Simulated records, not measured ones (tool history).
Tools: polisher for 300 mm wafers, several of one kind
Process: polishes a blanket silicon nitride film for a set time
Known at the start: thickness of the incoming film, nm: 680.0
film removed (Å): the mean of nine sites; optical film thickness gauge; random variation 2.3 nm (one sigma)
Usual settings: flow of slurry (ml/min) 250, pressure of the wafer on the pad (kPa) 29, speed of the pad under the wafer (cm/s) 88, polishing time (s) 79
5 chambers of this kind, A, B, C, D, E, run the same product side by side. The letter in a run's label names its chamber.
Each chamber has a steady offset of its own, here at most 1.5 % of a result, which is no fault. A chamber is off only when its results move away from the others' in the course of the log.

| run | hour | flow of slurry (ml/min) | pressure of the wafer on the pad (kPa) | speed of the pad under the wafer (cm/s) | polishing time (s) | wafers polished on this pad | hours since the slurry nozzle was cleaned | hours since the head pressure was calibrated | film removed (Å) |
|---|---|---|---|---|---|---|---|---|---|
| 1C | 4.2 | 250 | 29 | 88 | 79 | 95 | 375.2 | 235.4 | 1745.7 |
| 2B | 9.8 | 250 | 29 | 88 | 79 | 103 | 173.2 | 471.4 | 1723.8 |
| 3D | 14.2 | 250 | 29 | 88 | 79 | 199 | 115.2 | 85.7 | 1727.7 |
| 4A | 20.5 | 250 | 29 | 88 | 79 | 966 | 243.5 | 825.4 | 1739.4 |
| 5E | 24.9 | 250 | 29 | 88 | 79 | 772 | 330.5 | 628.5 | 1758.5 |
| 6E | 30.6 | 250 | 29 | 88 | 79 | 818 | 336.2 | 634.2 | 1732 |
| 7D | 34.3 | 250 | 29 | 88 | 79 | 363 | 135.3 | 105.8 | 1712.7 |
| 8C | 40.6 | 250 | 29 | 88 | 79 | 392 | 411.6 | 271.8 | 1721.1 |
| 9A | 46.9 | 250 | 29 | 88 | 79 | 1181 | 269.9 | 851.8 | 1731 |
| 10B | 52.2 | 250 | 29 | 88 | 79 | 448 | 215.6 | 513.8 | 1691.9 |
| 11A | 56.2 | 250 | 29 | 88 | 79 | 1257 | 279.2 | 861.1 | 1727.6 |
|  | 59 | chamber C: worn pad replaced by a new one |
| 12E | 60.2 | 180 | 29 | 100 | 79 | 1059 | 365.8 | 663.8 | 1799.7 |
|  | 61.1 | chamber E: worn pad replaced by a new one |
|  | 64.9 | chamber A: head pressure recalibrated |
|  | 65.8 | chamber A: worn pad replaced by a new one |
| 13C | 66.8 | 180 | 29 | 100 | 79 | 64 | 437.8 | 298 | 1779.8 |
|  | 73.1 | chamber E: slurry nozzle cleaned |
| 14B | 74.1 | 180 | 29 | 100 | 79 | 627 | 237.5 | 535.7 | 1839.1 |
| 15D | 80.2 | 180 | 29 | 100 | 79 | 737 | 181.2 | 151.7 | 1832 |
| 16C | 84.2 | 180 | 29 | 100 | 79 | 206 | 455.2 | 315.4 | 1846.1 |
| 17A | 88.9 | 250 | 29 | 88 | 79 | 188 | 311.9 | 24 | 1667.1 |
| 18E | 94 | 250 | 29 | 88 | 79 | 268 | 21 | 697.6 | 1724.1 |
| 19D | 98.2 | 250 | 33.8 | 88 | 69 | 884 | 199.2 | 169.7 | 1717.1 |
| 20B | 103.5 | 250 | 33.8 | 88 | 69 | 867 | 266.9 | 565.1 | 1781.2 |
| 21C | 108.5 | 250 | 33.8 | 88 | 69 | 404 | 479.5 | 339.7 | 1792.1 |
|  | 111.3 | chamber D: worn pad replaced by a new one |
| 22A | 112.4 | 250 | 33.8 | 88 | 69 | 380 | 335.4 | 47.5 | 1766.5 |
|  | 115.8 | chamber B: worn pad replaced by a new one |
| 23B | 118.2 | 250 | 33.8 | 88 | 69 | 19 | 281.6 | 579.8 | 1793.5 |
| 24E | 122.8 | 250 | 29 | 88 | 79 | 503 | 49.8 | 726.4 | 1760 |
| 25D | 128.8 | 250 | 29 | 88 | 79 | 142 | 229.8 | 200.3 | 1666.6 |
|  | 131.3 | chamber C: worn pad replaced by a new one |
| 26B | 134.9 | 250 | 29 | 88 | 99 | 156 | 298.3 | 596.5 | 2118.6 |
| 27D | 140 | 250 | 29 | 88 | 99 | 234 | 241 | 211.5 | 2184.3 |
| 28C | 145.4 | 250 | 29 | 88 | 99 | 115 | 516.4 | 376.6 | 2152.3 |
| 29E | 150.4 | 250 | 29 | 88 | 99 | 728 | 77.4 | 754 | 2159.9 |
| 30A | 155.6 | 250 | 29 | 88 | 99 | 732 | 378.6 | 90.7 | 2172.6 |
| 31D | 161 | 250 | 29 | 88 | 79 | 405 | 262 | 232.5 | 1683 |
| 32C | 165.1 | 285 | 33.8 | 88 | 79 | 276 | 536.1 | 396.3 | 2032.9 |
| 33E | 168.9 | 285 | 33.8 | 88 | 79 | 879 | 95.9 | 772.5 | 2047.6 |
| 34B | 174.2 | 285 | 33.8 | 88 | 79 | 476 | 337.6 | 635.8 | 2046.1 |

Is one chamber off against the others, does the gauge drift, or is nothing wrong? If a chamber is off, say which, and what the likeliest cause is.

No chamber stands off beyond its own small offset, and the gauge holds steady.
